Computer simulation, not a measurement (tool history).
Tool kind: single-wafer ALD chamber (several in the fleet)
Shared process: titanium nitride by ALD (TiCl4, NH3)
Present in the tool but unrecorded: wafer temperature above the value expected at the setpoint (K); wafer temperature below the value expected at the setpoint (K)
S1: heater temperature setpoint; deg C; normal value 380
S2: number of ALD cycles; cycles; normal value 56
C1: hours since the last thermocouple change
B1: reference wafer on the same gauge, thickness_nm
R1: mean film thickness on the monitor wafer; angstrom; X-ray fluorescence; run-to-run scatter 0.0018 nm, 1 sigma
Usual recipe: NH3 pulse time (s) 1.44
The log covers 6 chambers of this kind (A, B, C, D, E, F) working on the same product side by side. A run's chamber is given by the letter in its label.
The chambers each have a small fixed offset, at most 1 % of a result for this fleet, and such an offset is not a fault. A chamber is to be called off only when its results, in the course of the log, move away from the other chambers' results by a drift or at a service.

{"run": "1A", "hour": 13.3, "S1": 380, "S2": 56, "NH3 pulse time (s)": 1.44, "C1": 655.3, "B1": 0.95979, "R1": 11.899}
{"run": "2E", "hour": 24.5, "S1": 380, "S2": 56, "NH3 pulse time (s)": 1.44, "C1": 849.7, "B1": 0.96022, "R1": 11.856}
{"run": "3C", "hour": 34.2, "S1": 380, "S2": 56, "NH3 pulse time (s)": 1.44, "C1": 1975.1, "B1": 0.96069, "R1": 11.9}
{"run": "4B", "hour": 41.7, "S1": 380, "S2": 56, "NH3 pulse time (s)": 1.44, "C1": 1426.4, "B1": 0.96051, "R1": 11.893}
{"run": "5D", "hour": 53.9, "S1": 380, "S2": 56, "NH3 pulse time (s)": 1.44, "C1": 488.1, "B1": 0.96048, "R1": 11.907}
{"run": "6F", "hour": 61.9, "S1": 380, "S2": 56, "NH3 pulse time (s)": 1.44, "C1": 932.2, "B1": 0.96101, "R1": 12.014}
{"run": "7F", "hour": 75.5, "S1": 380, "S2": 56, "NH3 pulse time (s)": 1.44, "C1": 945.8, "B1": 0.96132, "R1": 12.012}
{"run": "8B", "hour": 86.0, "S1": 380, "S2": 56, "NH3 pulse time (s)": 1.44, "C1": 1470.7, "B1": 0.96082, "R1": 11.885}
{"run": "9D", "hour": 99.7, "S1": 380, "S2": 56, "NH3 pulse time (s)": 1.44, "C1": 533.9, "B1": 0.96115, "R1": 11.923}
{"run": "10A", "hour": 109.6, "S1": 380, "S2": 56, "NH3 pulse time (s)": 1.44, "C1": 751.6, "B1": 0.96176, "R1": 11.932}
{"hour": 110.5, "done": "chamber F: thermocouple changed; heater temperature recalibrated"}
{"run": "11E", "hour": 116.2, "S1": 380, "S2": 56, "NH3 pulse time (s)": 1.44, "C1": 941.4, "B1": 0.96189, "R1": 11.856}
{"run": "12C", "hour": 124.9, "S1": 380, "S2": 56, "NH3 pulse time (s)": 1.44, "C1": 2065.8, "B1": 0.96231, "R1": 11.9}
{"run": "13E", "hour": 134.1, "S1": 380, "S2": 56, "NH3 pulse time (s)": 1.44, "C1": 959.3, "B1": 0.96216, "R1": 11.914}
{"run": "14C", "hour": 141.1, "S1": 380, "S2": 56, "NH3 pulse time (s)": 1.44, "C1": 2082, "B1": 0.96199, "R1": 11.919}
{"run": "15B", "hour": 153.5, "S1": 380, "S2": 56, "NH3 pulse time (s)": 1.44, "C1": 1538.2, "B1": 0.96226, "R1": 11.905}
{"run": "16F", "hour": 160.4, "S1": 380, "S2": 56, "NH3 pulse time (s)": 1.44, "C1": 50, "B1": 0.96273, "R1": 11.991}
{"run": "17D", "hour": 171.1, "S1": 380, "S2": 56, "NH3 pulse time (s)": 1.44, "C1": 605.3, "B1": 0.96225, "R1": 11.929}
{"run": "18A", "hour": 180.0, "S1": 380, "S2": 56, "NH3 pulse time (s)": 1.44, "C1": 822, "B1": 0.96269, "R1": 11.939}
{"run": "19D", "hour": 188.9, "S1": 380, "S2": 56, "NH3 pulse time (s)": 1.44, "C1": 623.1, "B1": 0.96257, "R1": 11.931}
{"run": "20F", "hour": 197.2, "S1": 380, "S2": 56, "NH3 pulse time (s)": 1.44, "C1": 86.8, "B1": 0.96323, "R1": 12}
{"run": "21A", "hour": 209.5, "S1": 380, "S2": 56, "NH3 pulse time (s)": 1.44, "C1": 851.5, "B1": 0.96308, "R1": 11.919}
{"run": "22B", "hour": 222.7, "S1": 380, "S2": 56, "NH3 pulse time (s)": 1.44, "C1": 1607.4, "B1": 0.96376, "R1": 11.93}
{"run": "23C", "hour": 235.9, "S1": 380, "S2": 56, "NH3 pulse time (s)": 1.44, "C1": 2176.8, "B1": 0.96321, "R1": 11.937}
{"run": "24E", "hour": 249.5, "S1": 380, "S2": 56, "NH3 pulse time (s)": 1.44, "C1": 1074.7, "B1": 0.96369, "R1": 11.878}
{"run": "25D", "hour": 260.0, "S1": 380, "S2": 56, "NH3 pulse time (s)": 1.44, "C1": 694.2, "B1": 0.96361, "R1": 11.945}
{"run": "26A", "hour": 270.6, "S1": 380, "S2": 56, "NH3 pulse time (s)": 1.44, "C1": 912.6, "B1": 0.96435, "R1": 11.944}
{"run": "27F", "hour": 282.4, "S1": 380, "S2": 56, "NH3 pulse time (s)": 1.44, "C1": 172, "B1": 0.96416, "R1": 12.052}
{"run": "28B", "hour": 294.5, "S1": 380, "S2": 56, "NH3 pulse time (s)": 1.44, "C1": 1679.2, "B1": 0.96432, "R1": 11.943}
{"run": "29E", "hour": 306.7, "S1": 380, "S2": 56, "NH3 pulse time (s)": 1.44, "C1": 1131.9, "B1": 0.9647, "R1": 11.882}
{"run": "30C", "hour": 318.3, "S1": 380, "S2": 56, "NH3 pulse time (s)": 1.44, "C1": 2259.2, "B1": 0.9646, "R1": 12.001}
{"run": "31F", "hour": 329.3, "S1": 380, "S2": 56, "NH3 pulse time (s)": 1.44, "C1": 218.9, "B1": 0.96507, "R1": 12.065}
{"run": "32A", "hour": 339.4, "S1": 380, "S2": 56, "NH3 pulse time (s)": 1.44, "C1": 981.4, "B1": 0.9651, "R1": 11.945}
{"run": "33D", "hour": 347.3, "S1": 380, "S2": 56, "NH3 pulse time (s)": 1.44, "C1": 781.5, "B1": 0.96519, "R1": 11.987}
{"run": "34E", "hour": 354.5, "S1": 380, "S2": 56, "NH3 pulse time (s)": 1.44, "C1": 1179.7, "B1": 0.96555, "R1": 11.898}
{"run": "35B", "hour": 364.1, "S1": 380, "S2": 56, "NH3 pulse time (s)": 1.44, "C1": 1748.8, "B1": 0.96586, "R1": 11.928}
{"run": "36C", "hour": 375.5, "S1": 380, "S2": 56, "NH3 pulse time (s)": 1.44, "C1": 2316.4, "B1": 0.9656, "R1": 11.95}
{"run": "37F", "hour": 386.8, "S1": 380, "S2": 56, "NH3 pulse time (s)": 1.44, "C1": 276.4, "B1": 0.966, "R1": 12.034}

One chamber off, gauge drift, or nothing amiss beyond the chambers' own small offsets? If it is a chamber, which one, and what is the likeliest cause?

The shared gauge is drifting. All chambers look as if they move in step, but none is off.
What lies behind it: gauge reads high (%) = 0.617.
